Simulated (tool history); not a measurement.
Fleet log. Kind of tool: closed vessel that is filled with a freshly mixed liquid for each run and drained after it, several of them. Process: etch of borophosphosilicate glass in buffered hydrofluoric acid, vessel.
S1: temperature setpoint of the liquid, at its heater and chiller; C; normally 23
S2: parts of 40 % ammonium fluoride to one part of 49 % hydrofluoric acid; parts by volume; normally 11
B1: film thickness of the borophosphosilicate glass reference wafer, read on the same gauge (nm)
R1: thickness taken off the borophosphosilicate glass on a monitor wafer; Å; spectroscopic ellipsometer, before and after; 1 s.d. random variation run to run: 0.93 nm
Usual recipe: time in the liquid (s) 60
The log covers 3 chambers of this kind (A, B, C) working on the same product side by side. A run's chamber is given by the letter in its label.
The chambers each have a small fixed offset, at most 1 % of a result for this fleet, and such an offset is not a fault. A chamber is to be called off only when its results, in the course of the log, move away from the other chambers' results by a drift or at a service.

{"run": "1B", "hour": 12.0, "S1": 23, "S2": 11, "time in the liquid (s)": 60, "B1": 50.017, "R1": 1505.4}
{"run": "2C", "hour": 19.2, "S1": 23, "S2": 11, "time in the liquid (s)": 60, "B1": 49.978, "R1": 1509.7}
{"run": "3A", "hour": 26.5, "S1": 23, "S2": 11, "time in the liquid (s)": 60, "B1": 49.968, "R1": 1488.3}
{"hour": 33.5, "done": "chamber A: hydrofluoric acid flow meter replaced"}
{"run": "4C", "hour": 37.5, "S1": 23, "S2": 11, "time in the liquid (s)": 60, "B1": 50.005, "R1": 1506.5}
{"run": "5B", "hour": 50.9, "S1": 23, "S2": 11, "time in the liquid (s)": 60, "B1": 50.013, "R1": 1522.1}
{"run": "6A", "hour": 58.4, "S1": 23, "S2": 11, "time in the liquid (s)": 60, "B1": 49.983, "R1": 1491}
{"run": "7C", "hour": 64.8, "S1": 23, "S2": 11, "time in the liquid (s)": 60, "B1": 50.022, "R1": 1517.5}
{"run": "8A", "hour": 78.2, "S1": 23, "S2": 11, "time in the liquid (s)": 60, "B1": 49.972, "R1": 1493.8}
{"run": "9B", "hour": 89.6, "S1": 23, "S2": 12.5, "time in the liquid (s)": 40, "B1": 49.99, "R1": 886.92}
{"run": "10A", "hour": 101.1, "S1": 23, "S2": 12.5, "time in the liquid (s)": 40, "B1": 49.993, "R1": 875.36}
{"run": "11C", "hour": 114.3, "S1": 23, "S2": 12.5, "time in the liquid (s)": 40, "B1": 49.933, "R1": 900.31}
{"run": "12B", "hour": 127.6, "S1": 23, "S2": 11, "time in the liquid (s)": 60, "B1": 49.997, "R1": 1544.5}
{"run": "13C", "hour": 133.8, "S1": 23, "S2": 11, "time in the liquid (s)": 60, "B1": 49.937, "R1": 1558.4}
{"run": "14B", "hour": 142.8, "S1": 23, "S2": 11, "time in the liquid (s)": 60, "B1": 49.997, "R1": 1518.8}
{"run": "15A", "hour": 156.6, "S1": 26, "S2": 11, "time in the liquid (s)": 45, "B1": 49.996, "R1": 1316.8}
{"run": "16C", "hour": 166.6, "S1": 26, "S2": 11, "time in the liquid (s)": 45, "B1": 49.988, "R1": 1374.8}
{"run": "17A", "hour": 177.9, "S1": 26, "S2": 11, "time in the liquid (s)": 45, "B1": 49.988, "R1": 1314.2}
{"run": "18B", "hour": 184.0, "S1": 23, "S2": 11, "time in the liquid (s)": 60, "B1": 49.967, "R1": 1513.9}
{"run": "19B", "hour": 190.5, "S1": 23, "S2": 11, "time in the liquid (s)": 60, "B1": 50.035, "R1": 1516}
{"run": "20C", "hour": 204.6, "S1": 20.5, "S2": 8, "time in the liquid (s)": 60, "B1": 50.018, "R1": 1860.2}
{"run": "21A", "hour": 213.7, "S1": 20.5, "S2": 8, "time in the liquid (s)": 60, "B1": 49.97, "R1": 1717.1}
{"run": "22B", "hour": 226.9, "S1": 20.5, "S2": 8, "time in the liquid (s)": 60, "B1": 50.05, "R1": 1786.9}
{"run": "23A", "hour": 239.2, "S1": 23, "S2": 11, "time in the liquid (s)": 60, "B1": 49.971, "R1": 1501.1}
{"run": "24C", "hour": 253.3, "S1": 23, "S2": 6.5, "time in the liquid (s)": 60, "B1": 49.963, "R1": 2651.6}
{"run": "25B", "hour": 260.6, "S1": 23, "S2": 6.5, "time in the liquid (s)": 60, "B1": 49.968, "R1": 2520.8}
{"run": "26C", "hour": 272.6, "S1": 23, "S2": 6.5, "time in the liquid (s)": 60, "B1": 49.986, "R1": 2644.7}
{"run": "27A", "hour": 284.2, "S1": 23, "S2": 11, "time in the liquid (s)": 60, "B1": 50.012, "R1": 1496}

The same settings go to every chamber for the next run, one line per chamber below. Forecast the results for each:
{"run": "28A", "hour": 294.3, "S1": 23, "S2": 11, "time in the liquid (s)": 60, "R1": "?"}
{"run": "28B", "hour": 294.3, "S1": 23, "S2": 11, "time in the liquid (s)": 60, "R1": "?"}
{"run": "28C", "hour": 294.3, "S1": 23, "S2": 11, "time in the liquid (s)": 60, "R1": "?"}

run=28A R1=1514.6
run=28B R1=1514.6
run=28C R1=1635.7

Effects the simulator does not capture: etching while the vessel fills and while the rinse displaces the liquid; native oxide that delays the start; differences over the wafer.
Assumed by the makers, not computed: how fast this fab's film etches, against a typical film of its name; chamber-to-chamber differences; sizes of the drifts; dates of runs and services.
